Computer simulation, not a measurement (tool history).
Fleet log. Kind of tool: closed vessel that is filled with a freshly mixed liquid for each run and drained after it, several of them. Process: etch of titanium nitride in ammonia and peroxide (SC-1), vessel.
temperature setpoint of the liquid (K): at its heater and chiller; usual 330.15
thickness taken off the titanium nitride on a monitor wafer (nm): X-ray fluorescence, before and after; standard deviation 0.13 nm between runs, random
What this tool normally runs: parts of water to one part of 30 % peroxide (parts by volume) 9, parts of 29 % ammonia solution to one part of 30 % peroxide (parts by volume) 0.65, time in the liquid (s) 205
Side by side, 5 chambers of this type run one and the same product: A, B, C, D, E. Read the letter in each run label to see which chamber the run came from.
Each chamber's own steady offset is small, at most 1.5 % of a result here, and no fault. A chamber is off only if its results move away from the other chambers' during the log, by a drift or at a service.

| run | hour | temperature setpoint of the liquid (K) | parts of water to one part of 30 % peroxide (parts by volume) | parts of 29 % ammonia solution to one part of 30 % peroxide (parts by volume) | time in the liquid (s) | read-back film thickness of the titanium nitride reference wafer, read on the same gauge (nm) | thickness taken off the titanium nitride on a monitor wafer (nm) |
|---|---|---|---|---|---|---|---|
| 1A | 6.8 | 330.15 | 9 | 0.65 | 205 | 110.03 | 14.576 |
| 2B | 12.3 | 330.15 | 9 | 0.65 | 205 | 109.97 | 14.515 |
| 3D | 16.5 | 330.15 | 9 | 0.65 | 205 | 110.01 | 14.711 |
|  | 20.2 | chamber B: new drum of ammonia solution connected |
| 4E | 21.6 | 330.15 | 9 | 0.65 | 205 | 109.98 | 14.388 |
| 5C | 28.7 | 330.15 | 9 | 0.65 | 205 | 110.02 | 14.618 |
| 6C | 35 | 330.15 | 9 | 0.65 | 205 | 109.96 | 14.802 |
| 7B | 40.1 | 330.15 | 9 | 0.65 | 205 | 110.03 | 14.737 |
| 8E | 46.2 | 330.15 | 9 | 0.65 | 205 | 110.02 | 14.693 |
| 9A | 53 | 330.15 | 9 | 0.65 | 205 | 109.98 | 14.435 |
| 10D | 59.8 | 330.15 | 9 | 0.65 | 205 | 110.02 | 14.661 |
| 11A | 65.7 | 330.15 | 9 | 0.65 | 205 | 109.99 | 14.353 |
| 12D | 71.9 | 330.15 | 9 | 0.65 | 205 | 109.98 | 14.61 |
| 13E | 78.9 | 337.65 | 9 | 0.65 | 265 | 110 | 30.988 |
| 14B | 82.8 | 337.65 | 9 | 0.65 | 265 | 109.99 | 30.445 |
| 15C | 88.6 | 337.65 | 9 | 0.65 | 265 | 110.01 | 30.592 |
| 16B | 95.6 | 337.65 | 9 | 0.65 | 265 | 109.99 | 30.442 |
| 17E | 99.4 | 337.65 | 9 | 0.65 | 265 | 109.99 | 31.328 |
|  | 104 | chamber D: thermometer replaced |
| 18C | 105.3 | 330.15 | 9 | 0.65 | 205 | 109.98 | 14.141 |
| 19A | 110.8 | 330.15 | 9 | 0.65 | 205 | 110.01 | 14.649 |
| 20D | 118.2 | 330.15 | 9 | 0.65 | 205 | 110.03 | 14.629 |
| 21E | 125.5 | 322.15 | 7 | 0.65 | 205 | 109.99 | 9.4223 |
| 22C | 130.7 | 322.15 | 7 | 0.65 | 205 | 109.99 | 9.6851 |
| 23B | 137 | 322.15 | 7 | 0.65 | 205 | 110.01 | 9.7099 |
| 24D | 144.4 | 322.15 | 7 | 0.65 | 205 | 109.96 | 9.469 |
| 25A | 149.1 | 322.15 | 7 | 0.65 | 205 | 110.02 | 9.5166 |
| 26C | 154.5 | 330.15 | 9 | 0.65 | 205 | 109.96 | 14.376 |
| 27A | 158.9 | 330.15 | 9 | 0.65 | 205 | 110 | 14.546 |
| 28E | 163.5 | 330.15 | 9 | 0.65 | 205 | 110 | 14.699 |
| 29D | 170.8 | 330.15 | 9 | 0.65 | 205 | 110.01 | 14.626 |
| 30B | 176.8 | 330.15 | 9 | 0.65 | 205 | 110.01 | 14.848 |
| 31A | 182.6 | 330.15 | 9 | 0.65 | 205 | 110.01 | 14.542 |
|  | 186 | chamber E: thermometer replaced |
| 32B | 186.3 | 330.15 | 9 | 0.65 | 205 | 110 | 15.01 |
| 33C | 193.6 | 330.15 | 9 | 0.65 | 205 | 110.02 | 14.669 |
| 34E | 199.2 | 330.15 | 9 | 0.65 | 205 | 110.01 | 14.582 |
| 35D | 203.5 | 334.15 | 6 | 0.65 | 205 | 110.03 | 23.326 |
| 36B | 208.6 | 334.15 | 6 | 0.65 | 205 | 110.01 | 23.838 |
| 37A | 213.4 | 334.15 | 6 | 0.65 | 205 | 109.99 | 23.323 |
| 38E | 217.9 | 334.15 | 6 | 0.65 | 205 | 110 | 23.473 |
| 39C | 224.6 | 334.15 | 6 | 0.65 | 205 | 110 | 23.249 |

Next, all 5 chambers run the settings below, one line each with question marks for the results. What does each chamber give?
| 40A | 230.5 | 333.15 | 9 | 0.65 | 205 |  | ? |
| 40B | 230.5 | 333.15 | 9 | 0.65 | 205 |  | ? |
| 40C | 230.5 | 333.15 | 9 | 0.65 | 205 |  | ? |
| 40D | 230.5 | 333.15 | 9 | 0.65 | 205 |  | ? |
| 40E | 230.5 | 333.15 | 9 | 0.65 | 205 |  | ? |

| run | thickness taken off the titanium nitride on a monitor wafer (nm) |
|---|---|
| 40A | 17.866 |
| 40B | 18.581 |
| 40C | 17.791 |
| 40D | 17.892 |
| 40E | 18.002 |
